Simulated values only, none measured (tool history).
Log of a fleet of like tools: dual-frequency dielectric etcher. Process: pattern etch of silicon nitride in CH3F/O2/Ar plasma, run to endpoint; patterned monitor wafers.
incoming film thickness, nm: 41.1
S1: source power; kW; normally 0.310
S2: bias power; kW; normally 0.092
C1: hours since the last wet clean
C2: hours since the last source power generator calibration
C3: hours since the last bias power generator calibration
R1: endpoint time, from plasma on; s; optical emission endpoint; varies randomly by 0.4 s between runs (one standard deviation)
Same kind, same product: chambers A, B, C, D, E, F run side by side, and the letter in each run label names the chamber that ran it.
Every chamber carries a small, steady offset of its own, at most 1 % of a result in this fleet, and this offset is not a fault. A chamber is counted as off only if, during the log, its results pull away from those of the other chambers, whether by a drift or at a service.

run 1D day=0.217 | S1=0.310 S2=0.092 | C1=103.1 C2=1623.9 C3=1526.4 | R1=60.189
run 2A day=0.367 | S1=0.310 S2=0.092 | C1=65.2 C2=1374.7 C3=2235.7 | R1=60.815
run 3C day=0.596 | S1=0.310 S2=0.092 | C1=105.5 C2=1228.6 C3=252.2 | R1=59.835
run 4F day=0.796 | S1=0.310 S2=0.092 | C1=294.8 C2=2046.9 C3=36.6 | R1=60.231
run 5B day=0.996 | S1=0.310 S2=0.092 | C1=359.9 C2=1333.1 C3=1074.6 | R1=60.431
run 6E day=1.292 | S1=0.310 S2=0.092 | C1=203.1 C2=1010.4 C3=3225.4 | R1=60.537
run 7B day=1.592 | S1=0.380 S2=0.092 | C1=374.2 C2=1347.4 C3=1088.9 | R1=55.687
run 8A day=1.888 | S1=0.380 S2=0.092 | C1=101.7 C2=1411.2 C3=2272.2 | R1=56.507
run 9D day=2.033 | S1=0.380 S2=0.092 | C1=146.7 C2=1667.5 C3=1570.0 | R1=54.899
run 10E day=2.208 | S1=0.380 S2=0.092 | C1=225.1 C2=1032.4 C3=3247.4 | R1=55.479
run 11F day=2.517 | S1=0.380 S2=0.092 | C1=336.1 C2=2088.2 C3=77.9 | R1=56.272
run 12C day=2.767 | S1=0.380 S2=0.092 | C1=157.6 C2=1280.7 C3=304.3 | R1=55.331
run 13A day=3.058 | S1=0.310 S2=0.092 | C1=129.8 C2=1439.3 C3=2300.3 | R1=59.740
run 14C day=3.321 | S1=0.310 S2=0.092 | C1=170.9 C2=1294.0 C3=317.6 | R1=59.450
-- day=3.354 chamber B: wet clean of the chamber
run 15B day=3.625 | S1=0.310 S2=0.092 | C1=6.5 C2=1396.2 C3=1137.7 | R1=59.766
run 16D day=3.950 | S1=0.310 S2=0.092 | C1=192.7 C2=1713.5 C3=1616.0 | R1=60.034
run 17F day=4.183 | S1=0.310 S2=0.092 | C1=376.1 C2=2128.2 C3=117.9 | R1=59.993
run 18E day=4.508 | S1=0.380 S2=0.092 | C1=280.3 C2=1087.6 C3=3302.6 | R1=55.253
run 19B day=4.829 | S1=0.380 S2=0.092 | C1=35.4 C2=1425.1 C3=1166.6 | R1=55.582
run 20D day=5.150 | S1=0.380 S2=0.092 | C1=221.5 C2=1742.3 C3=1644.8 | R1=55.374
run 21A day=5.321 | S1=0.380 S2=0.092 | C1=184.1 C2=1493.6 C3=2354.6 | R1=56.163
run 22C day=5.483 | S1=0.380 S2=0.092 | C1=222.8 C2=1345.9 C3=369.5 | R1=55.564
-- day=5.696 chamber F: wet clean of the chamber
run 23E day=5.758 | S1=0.380 S2=0.092 | C1=310.3 C2=1117.6 C3=3332.6 | R1=54.989
run 24F day=6.017 | S1=0.310 S2=0.092 | C1=7.8 C2=2172.2 C3=161.9 | R1=60.374
run 25D day=6.279 | S1=0.310 S2=0.092 | C1=248.6 C2=1769.4 C3=1671.9 | R1=59.575
run 26E day=6.558 | S1=0.310 S2=0.092 | C1=329.5 C2=1136.8 C3=3351.8 | R1=60.652
run 27B day=6.754 | S1=0.310 S2=0.092 | C1=81.6 C2=1471.3 C3=1212.8 | R1=60.046
run 28C day=7.075 | S1=0.310 S2=0.092 | C1=261.0 C2=1384.1 C3=407.7 | R1=60.238
run 29F day=7.296 | S1=0.310 S2=0.092 | C1=38.5 C2=2202.9 C3=192.6 | R1=60.399
run 30A day=7.446 | S1=0.310 S2=0.092 | C1=235.1 C2=1544.6 C3=2405.6 | R1=60.503
run 31C day=7.708 | S1=0.310 S2=0.092 | C1=276.2 C2=1399.3 C3=422.9 | R1=59.188
run 32E day=8.033 | S1=0.310 S2=0.092 | C1=364.9 C2=1172.2 C3=3387.2 | R1=60.665
run 33A day=8.325 | S1=0.310 S2=0.092 | C1=256.2 C2=1565.7 C3=2426.7 | R1=60.966
run 34F day=8.538 | S1=0.310 S2=0.092 | C1=68.3 C2=2232.7 C3=222.4 | R1=60.448
run 35B day=8.812 | S1=0.310 S2=0.092 | C1=131.0 C2=1520.7 C3=1262.2 | R1=59.663
run 36D day=9.029 | S1=0.340 S2=0.084 | C1=314.6 C2=1835.4 C3=1737.9 | R1=59.470
-- day=9.058 chamber E: wet clean of the chamber
run 37B day=9.346 | S1=0.340 S2=0.084 | C1=143.8 C2=1533.5 C3=1275.0 | R1=60.020
run 38D day=9.667 | S1=0.340 S2=0.084 | C1=329.9 C2=1850.7 C3=1753.2 | R1=59.617
run 39E day=9.925 | S1=0.340 S2=0.084 | C1=20.9 C2=1217.6 C3=3432.6 | R1=60.065
run 40F day=10.242 | S1=0.340 S2=0.084 | C1=109.2 C2=2273.6 C3=263.3 | R1=61.014

Is one chamber off against the others, does the gauge drift, or is nothing wrong? If a chamber is off, say which, and what the likeliest cause is.

The fleet is healthy, with each chamber sitting at its usual small offset and no drift in the gauge.

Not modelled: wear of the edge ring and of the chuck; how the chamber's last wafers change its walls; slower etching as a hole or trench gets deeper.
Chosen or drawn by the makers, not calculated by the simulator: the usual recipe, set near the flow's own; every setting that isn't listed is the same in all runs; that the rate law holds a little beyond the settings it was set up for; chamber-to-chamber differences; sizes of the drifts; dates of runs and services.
